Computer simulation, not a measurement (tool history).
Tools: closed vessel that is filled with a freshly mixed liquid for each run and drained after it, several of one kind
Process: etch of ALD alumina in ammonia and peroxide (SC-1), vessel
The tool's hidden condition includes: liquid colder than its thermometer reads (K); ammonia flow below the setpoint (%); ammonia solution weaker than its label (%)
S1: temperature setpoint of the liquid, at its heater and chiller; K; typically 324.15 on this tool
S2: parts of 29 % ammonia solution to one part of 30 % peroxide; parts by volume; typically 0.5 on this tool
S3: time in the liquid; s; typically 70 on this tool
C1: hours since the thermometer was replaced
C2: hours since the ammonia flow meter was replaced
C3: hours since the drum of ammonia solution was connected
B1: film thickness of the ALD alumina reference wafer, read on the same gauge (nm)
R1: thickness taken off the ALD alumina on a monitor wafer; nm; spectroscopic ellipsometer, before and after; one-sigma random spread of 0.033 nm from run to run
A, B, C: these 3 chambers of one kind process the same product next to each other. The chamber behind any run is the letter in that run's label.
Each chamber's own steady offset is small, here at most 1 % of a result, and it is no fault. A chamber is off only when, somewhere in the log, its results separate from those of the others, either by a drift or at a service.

run	hour	S1	S2	S3	C1	C2	C3	B1	R1
1B	3.5	324.15	0.5	70	47.8	90.3	281.8	129.98	4.4962
2C	9.1	324.15	0.5	70	1369.5	807.1	116.4	129.99	4.4694
3A	14	324.15	0.5	70	836.9	578.5	667.3	130.02	4.5654
4C	18.8	324.15	0.5	70	1379.2	816.8	126.1	130	4.4784
5A	21.8	324.15	0.5	70	844.7	586.3	675.1	130	4.558
6B	26.6	324.15	0.5	70	70.9	113.4	304.9	129.99	4.5646
7B	30.1	324.15	0.5	70	74.4	116.9	308.4	130.02	4.4665
8A	35.2	324.15	0.5	100	858.1	599.7	688.5	130	6.3832
9C	40.9	324.15	0.5	100	1401.3	838.9	148.2	130	6.3958
10B	43.7	324.15	0.5	100	88	130.5	322	129.99	6.4423
11A	49.8	324.15	0.5	45	872.7	614.3	703.1	129.98	2.8352
12C	55.8	324.15	0.5	45	1416.2	853.8	163.1	129.99	2.9479
13A	61.8	324.15	0.5	45	884.7	626.3	715.1	129.99	2.8595
14B	66.3	329.65	0.5	70	110.6	153.1	344.6	129.99	6.0953
15C	72.5	329.65	0.5	70	1432.9	870.5	179.8	130	6.0476
16A	76.9	329.65	0.5	70	899.8	641.4	730.2	130.01	5.8195
17B	81.8	324.15	0.5	70	126.1	168.6	360.1	130.02	4.4919
18C	85.7	333.65	0.5	100	1446.1	883.7	193	129.99	10.768
19B	90.2	333.65	0.5	100	134.5	177	368.5	130.01	10.611
20A	93.1	333.65	0.5	100	916	657.6	746.4	129.99	10.153
# hour 94.1: chamber A: new drum of ammonia solution connected
21C	98.1	324.15	0.5	70	1458.5	896.1	205.4	130	4.5083
22B	103.6	324.15	0.5	70	147.9	190.4	381.9	130	4.4461
23C	107.5	324.15	0.5	70	1467.9	905.5	214.8	129.99	4.4444
24A	111.4	324.15	0.5	70	934.3	675.9	17.3	130.02	4.1638
25B	115.3	324.15	0.65	50	159.6	202.1	393.6	129.98	3.3053
26A	120.2	324.15	0.65	50	943.1	684.7	26.1	129.99	3.0438
27C	123.2	324.15	0.65	50	1483.6	921.2	230.5	129.99	3.2788

Which is it: a chamber that has drifted or been left off by a service, a gauge drift common to all chambers, or only each chamber's usual small offset? If a chamber is off, name it and its likeliest cause.

Chamber A drifts away from the others.
What lies behind it: liquid colder than its thermometer reads (K) = 1.71.

Which of the 4 candidates below, each the usual settings with something changed and its results left as question marks, puts chamber A back in line with what the other chambers give on the usual settings?
To be in line, a result may differ from the other chambers' mean on the usual settings by at most: R1 0.12 nm
28A-1	127.6	325.65	0.5	70					?
28A-2	127.6	323.65	0.5	70					?
28A-3	127.6	324.65	0.5	70					?
28A-4	127.6	322.65	0.5	70					?

Usual-settings mean across the other chambers: R1 4.5043 nm
run	R1
28A-1	4.5099
28A-2	4.0327
28A-3	4.2643
28A-4	3.81
28A-1 is the one that brings the chamber's results back in line with the other chambers.
